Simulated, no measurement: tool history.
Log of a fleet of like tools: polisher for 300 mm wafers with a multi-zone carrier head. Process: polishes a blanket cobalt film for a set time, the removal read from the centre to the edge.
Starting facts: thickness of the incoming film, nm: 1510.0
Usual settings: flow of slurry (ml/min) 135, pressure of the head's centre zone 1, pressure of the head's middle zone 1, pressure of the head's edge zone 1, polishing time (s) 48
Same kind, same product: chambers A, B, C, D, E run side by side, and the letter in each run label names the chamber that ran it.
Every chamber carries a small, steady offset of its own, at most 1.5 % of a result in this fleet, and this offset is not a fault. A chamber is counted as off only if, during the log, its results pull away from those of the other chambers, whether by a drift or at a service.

| run | hour | flow of slurry (ml/min) | pressure of the head's centre zone | pressure of the head's middle zone | pressure of the head's edge zone | polishing time (s) | film removed at the wafer's centre (Å) | film removed at mid-radius (Å) | film removed at the wafer's edge (Å) |
|---|---|---|---|---|---|---|---|---|---|
|  | 2.4 | chamber E: worn pad replaced by a new one |
| 1A | 4.1 | 135 | 1 | 1 | 1 | 48 | 1984 | 1944.8 | 1930.1 |
| 2E | 7.7 | 135 | 1 | 1 | 1 | 48 | 1916.7 | 1934.5 | 1928 |
| 3C | 10.6 | 135 | 1 | 1 | 1 | 48 | 1943.2 | 1928.5 | 1927.1 |
|  | 14.6 | chamber E: slurry nozzle cleaned |
| 4B | 14.7 | 135 | 1 | 1 | 1 | 48 | 1957.9 | 1934.9 | 1933.8 |
| 5D | 19.1 | 135 | 1 | 1 | 1 | 48 | 1952.9 | 1912.4 | 1955.9 |
| 6B | 23.9 | 135 | 1 | 1 | 1 | 48 | 1937.6 | 1935.4 | 1952.3 |
|  | 25.1 | chamber D: worn pad replaced by a new one |
|  | 27.7 | chamber C: worn pad replaced by a new one |
| 7E | 28.4 | 135 | 1 | 1 | 1 | 48 | 1919.4 | 1914.4 | 1902.6 |
| 8C | 31 | 155 | 1.05 | 1 | 1 | 48 | 2112.9 | 2018.4 | 1965.2 |
|  | 32.5 | chamber D: edge zone pressure recalibrated |
| 9D | 33.5 | 155 | 1.05 | 1 | 1 | 48 | 2139.6 | 2001.8 | 1982 |
|  | 34.4 | chamber B: worn pad replaced by a new one |
| 10A | 36.3 | 155 | 1.05 | 1 | 1 | 48 | 2125.3 | 1979.5 | 1951.2 |
| 11A | 40.8 | 155 | 1.05 | 1 | 1 | 48 | 2091.5 | 1998.5 | 1978 |
| 12C | 43.2 | 155 | 1.05 | 1 | 1 | 48 | 2088.7 | 2016.5 | 1998.5 |
|  | 45.5 | chamber A: worn pad replaced by a new one |
| 13B | 47.3 | 135 | 1 | 1 | 1 | 48 | 1978.9 | 1944.9 | 1949.7 |
| 14E | 50.9 | 135 | 1 | 1 | 1 | 48 | 1913.2 | 1961.9 | 1934.7 |
|  | 51.3 | chamber D: slurry nozzle cleaned |
|  | 51.8 | chamber C: centre zone pressure recalibrated |
| 15D | 53.6 | 135 | 1 | 1 | 1 | 48 | 1958.4 | 1908.1 | 1928.8 |
| 16C | 56.2 | 135 | 1 | 1 | 1 | 48 | 1769.5 | 1935.8 | 1952.2 |
| 17A | 59.7 | 135 | 1 | 1 | 1 | 48 | 1938 | 1930.5 | 1908.6 |
| 18B | 64.5 | 135 | 1 | 1 | 1 | 48 | 1932.6 | 1945.5 | 1958.1 |
| 19D | 68.8 | 135 | 1 | 1 | 1 | 48 | 1917.9 | 1929.5 | 1946 |
| 20E | 72.8 | 135 | 1 | 1 | 0.91 | 40 | 1584.1 | 1611 | 1524.9 |
|  | 73.8 | chamber E: worn pad replaced by a new one |
| 21C | 76.7 | 135 | 1 | 1 | 0.91 | 40 | 1472.3 | 1642.7 | 1550.9 |
| 22A | 79.3 | 135 | 1 | 1 | 0.91 | 40 | 1628.7 | 1611.6 | 1512 |
|  | 80.4 | chamber D: worn pad replaced by a new one |
| 23E | 84.2 | 135 | 1 | 1 | 0.91 | 40 | 1583.6 | 1591.9 | 1530.6 |
| 24D | 86.9 | 135 | 1 | 1 | 0.91 | 40 | 1626.5 | 1612.6 | 1552.9 |
| 25B | 92 | 135 | 1 | 1 | 1 | 48 | 1986 | 1977.8 | 1923 |
|  | 93.4 | chamber E: centre zone pressure recalibrated |
|  | 94.6 | chamber C: worn pad replaced by a new one |
| 26A | 95.5 | 135 | 1 | 1.06 | 1.07 | 48 | 1916.9 | 2074.4 | 1997.4 |
|  | 97.4 | chamber A: worn pad replaced by a new one |
| 27E | 99.3 | 135 | 1 | 1.06 | 1.07 | 48 | 1910.1 | 2042.6 | 1974.2 |
| 28B | 103.5 | 135 | 1 | 1.06 | 1.07 | 48 | 1965.5 | 2055.4 | 2014 |
| 29D | 106.8 | 135 | 1 | 1.06 | 1.07 | 48 | 1944.3 | 2047.6 | 2042.9 |
| 30C | 111.9 | 135 | 1 | 1.06 | 1.07 | 48 | 1770.3 | 2074.1 | 1984.5 |
| 31C | 116.9 | 135 | 1 | 1 | 1 | 48 | 1749.6 | 1959.2 | 1953.3 |
| 32E | 120.5 | 135 | 1 | 1 | 1 | 48 | 1880.2 | 1935.5 | 1932.8 |
| 33D | 123.8 | 135 | 1 | 1 | 1 | 48 | 1958.9 | 1936.7 | 1916.2 |
| 34B | 127.9 | 135 | 1 | 1 | 1 | 48 | 1947.9 | 1924.6 | 1947.4 |
| 35A | 130.9 | 135 | 1 | 1 | 1 | 48 | 1947.9 | 1940.2 | 1915.3 |
| 36E | 133.8 | 135 | 1 | 1 | 1 | 48 | 1893.4 | 1936.3 | 1911.9 |
| 37D | 137.5 | 135 | 1 | 1 | 1 | 48 | 1947.7 | 1928.9 | 1947.6 |
| 38C | 140.1 | 135 | 1 | 1 | 1 | 48 | 1800.2 | 1952.3 | 1967.2 |
|  | 141.7 | chamber D: worn pad replaced by a new one |
| 39A | 144.9 | 135 | 1 | 1 | 1 | 48 | 1927.1 | 1920.9 | 1917.2 |
| 40B | 147.6 | 135 | 1 | 1 | 1 | 48 | 1928.1 | 1961.9 | 1943 |
|  | 150.3 | chamber C: worn pad replaced by a new one |
| 41D | 152.3 | 135 | 1 | 1 | 1 | 48 | 1948.3 | 1956.2 | 1944 |
| 42C | 156.8 | 135 | 1 | 1 | 1 | 48 | 1778.2 | 1979.3 | 1912.8 |

All 5 chambers run these settings next. Forecast each chamber's results:
| 43A | 160.5 | 135 | 1 | 1 | 1 | 64 | ? | ? | ? |
| 43B | 160.5 | 135 | 1 | 1 | 1 | 64 | ? | ? | ? |
| 43C | 160.5 | 135 | 1 | 1 | 1 | 64 | ? | ? | ? |
| 43D | 160.5 | 135 | 1 | 1 | 1 | 64 | ? | ? | ? |
| 43E | 160.5 | 135 | 1 | 1 | 1 | 64 | ? | ? | ? |

| run | film removed at the wafer's centre (Å) | film removed at mid-radius (Å) | film removed at the wafer's edge (Å) |
|---|---|---|---|
| 43A | 2543.7 | 2583.3 | 2537.2 |
| 43B | 2600 | 2604.9 | 2585.9 |
| 43C | 2331.6 | 2640.1 | 2571.4 |
| 43D | 2599.6 | 2590.4 | 2585.4 |
| 43E | 2499.5 | 2563.7 | 2578.4 |
